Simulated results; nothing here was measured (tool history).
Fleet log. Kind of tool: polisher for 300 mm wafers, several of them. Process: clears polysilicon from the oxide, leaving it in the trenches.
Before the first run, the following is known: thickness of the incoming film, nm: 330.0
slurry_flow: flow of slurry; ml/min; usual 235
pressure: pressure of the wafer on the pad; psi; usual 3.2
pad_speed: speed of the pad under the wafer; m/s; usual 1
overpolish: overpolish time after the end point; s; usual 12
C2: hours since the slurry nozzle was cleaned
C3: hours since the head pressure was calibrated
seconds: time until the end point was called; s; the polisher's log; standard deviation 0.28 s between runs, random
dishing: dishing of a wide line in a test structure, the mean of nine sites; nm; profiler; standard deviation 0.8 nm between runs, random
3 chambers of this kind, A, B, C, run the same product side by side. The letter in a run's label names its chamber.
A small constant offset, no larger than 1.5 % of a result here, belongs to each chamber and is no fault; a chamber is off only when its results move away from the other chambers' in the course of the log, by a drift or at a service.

Run 1C, day 0.183: usual settings; wafers polished on this pad 360; C2 22.1; C3 549.2. Result: seconds 19.755 s, dishing 57.948 nm.
At day 0.246: chamber A: slurry nozzle cleaned.
Run 2A, day 0.304: usual settings; wafers polished on this pad 472; C2 1.5; C3 537.1. Result: seconds 20.184 s, dishing 58.109 nm.
Run 3B, day 0.488: usual settings; wafers polished on this pad 248; C2 38.2; C3 564. Result: seconds 19.832 s, dishing 58.611 nm.
Run 4C, day 0.612: usual settings; wafers polished on this pad 424; C2 32.4; C3 559.5. Result: seconds 20.033 s, dishing 57.492 nm.
Run 5A, day 0.783: usual settings but pad_speed 1.3 m/s; wafers polished on this pad 543; C2 13; C3 548.6. Result: seconds 15.62 s, dishing 60.277 nm.
Run 6B, day 0.9: usual settings but pad_speed 1.3 m/s; wafers polished on this pad 310; C2 48.1; C3 573.9. Result: seconds 15.664 s, dishing 60.009 nm.
Run 7A, day 1.104: usual settings but pad_speed 1.3 m/s; wafers polished on this pad 591; C2 20.7; C3 556.3. Result: seconds 15.152 s, dishing 60.396 nm.
Run 8B, day 1.258: usual settings; wafers polished on this pad 363; C2 56.7; C3 582.5. Result: seconds 19.577 s, dishing 59.873 nm.
Run 9C, day 1.383: usual settings; wafers polished on this pad 539; C2 50.9; C3 578. Result: seconds 20.276 s, dishing 58.08 nm.
Run 10C, day 1.504: usual settings; wafers polished on this pad 557; C2 53.8; C3 580.9. Result: seconds 20.195 s, dishing 60.428 nm.
At day 1.538: chamber A: worn pad replaced by a new one.
Run 11A, day 1.646: usual settings; wafers polished on this pad 16; C2 33.7; C3 569.3. Result: seconds 19.767 s, dishing 57.738 nm.
Run 12B, day 1.854: usual settings; wafers polished on this pad 452; C2 71; C3 596.8. Result: seconds 20.192 s, dishing 59.826 nm.
Run 13A, day 1.983: usual settings; wafers polished on this pad 66; C2 41.8; C3 577.4. Result: seconds 19.941 s, dishing 56.639 nm.
Run 14B, day 2.079: usual settings; wafers polished on this pad 485; C2 76.4; C3 602.2. Result: seconds 19.75 s, dishing 58.939 nm.
At day 2.088: chamber C: head pressure recalibrated.
Run 15C, day 2.212: usual settings but overpolish 6 s; wafers polished on this pad 662; C2 70.8; C3 3. Result: seconds 19.632 s, dishing 48.575 nm.
Run 16A, day 2.392: usual settings but overpolish 6 s; wafers polished on this pad 127; C2 51.6; C3 587.2. Result: seconds 20.346 s, dishing 46.943 nm.
Run 17C, day 2.496: usual settings but overpolish 6 s; wafers polished on this pad 705; C2 77.6; C3 9.8. Result: seconds 19.977 s, dishing 48.843 nm.
At day 2.575: chamber C: worn pad replaced by a new one.
At day 2.633: chamber B: worn pad replaced by a new one.
Run 18B, day 2.7: usual settings; wafers polished on this pad 10; C2 91.3; C3 617.1. Result: seconds 19.842 s, dishing 58.403 nm.
Run 19B, day 2.871: usual settings; wafers polished on this pad 35; C2 95.4; C3 621.2. Result: seconds 19.799 s, dishing 58.619 nm.
Run 20C, day 3.05: usual settings; wafers polished on this pad 71; C2 90.9; C3 23.1. Result: seconds 20.105 s, dishing 59.275 nm.
Run 21A, day 3.217: usual settings; wafers polished on this pad 250; C2 71.4; C3 607. Result: seconds 20.119 s, dishing 58.617 nm.
Run 22C, day 3.404: usual settings; wafers polished on this pad 123; C2 99.4; C3 31.6. Result: seconds 19.666 s, dishing 59.589 nm.
Run 23B, day 3.604: usual settings; wafers polished on this pad 144; C2 113; C3 638.8. Result: seconds 20.159 s, dishing 59.174 nm.
Run 24A, day 3.729: usual settings but slurry_flow 310 ml/min, pressure 3.7 psi; wafers polished on this pad 326; C2 83.7; C3 619.3. Result: seconds 16.971 s, dishing 58.612 nm.
Run 25A, day 3.892: usual settings but slurry_flow 310 ml/min, pressure 3.7 psi; wafers polished on this pad 350; C2 87.6; C3 623.2. Result: seconds 16.696 s, dishing 59.957 nm.
Run 26B, day 4.05: usual settings but slurry_flow 310 ml/min, pressure 3.7 psi; wafers polished on this pad 211; C2 123.7; C3 649.5. Result: seconds 16.903 s, dishing 59.879 nm.
Run 27C, day 4.183: usual settings; wafers polished on this pad 239; C2 118.1; C3 50.3. Result: seconds 19.782 s, dishing 58.849 nm.
Run 28A, day 4.279: usual settings; wafers polished on this pad 408; C2 96.9; C3 632.5. Result: seconds 20.018 s, dishing 58.482 nm.
Run 29C, day 4.412: usual settings; wafers polished on this pad 273; C2 123.6; C3 55.8. Result: seconds 20.328 s, dishing 58.083 nm.
Run 30B, day 4.558: usual settings; wafers polished on this pad 286; C2 135.9; C3 661.7. Result: seconds 20.213 s, dishing 58.506 nm.
Run 31B, day 4.658: usual settings; wafers polished on this pad 301; C2 138.3; C3 664.1. Result: seconds 20.307 s, dishing 58.453 nm.
Run 32C, day 4.829: usual settings; wafers polished on this pad 335; C2 133.6; C3 65.8. Result: seconds 20.109 s, dishing 58.199 nm.
Run 33A, day 4.954: usual settings; wafers polished on this pad 508; C2 113.1; C3 648.7. Result: seconds 19.807 s, dishing 57.614 nm.
Run 34B, day 5.096: usual settings; wafers polished on this pad 367; C2 148.8; C3 674.6. Result: seconds 19.817 s, dishing 57.334 nm.
Run 35C, day 5.221: usual settings; wafers polished on this pad 394; C2 143; C3 75.2. Result: seconds 19.326 s, dishing 57.621 nm.
Run 36A, day 5.321: usual settings; wafers polished on this pad 563; C2 121.9; C3 657.5. Result: seconds 20.057 s, dishing 58.23 nm.
At day 5.421: chamber A: worn pad replaced by a new one.
Run 37B, day 5.454: usual settings; wafers polished on this pad 420; C2 157.4; C3 683.2. Result: seconds 20.506 s, dishing 60.165 nm.
Run 38C, day 5.625: usual settings; wafers polished on this pad 454; C2 152.7; C3 84.9. Result: seconds 20.173 s, dishing 59.013 nm.
Run 39A, day 5.754: usual settings; wafers polished on this pad 50; C2 132.3; C3 667.9. Result: seconds 20.314 s, dishing 59.808 nm.
Run 40B, day 5.867: usual settings but overpolish 8 s; wafers polished on this pad 481; C2 167.3; C3 693.1. Result: seconds 19.548 s, dishing 53.831 nm.

Has any chamber moved away from the others, gradually or after a service, or does the common gauge drift, or do the chambers differ only by their own small steady offsets? State the chamber and the most likely cause if one applies.

No chamber is off and the gauge is stable; the differences are just each chamber's small, constant offset.

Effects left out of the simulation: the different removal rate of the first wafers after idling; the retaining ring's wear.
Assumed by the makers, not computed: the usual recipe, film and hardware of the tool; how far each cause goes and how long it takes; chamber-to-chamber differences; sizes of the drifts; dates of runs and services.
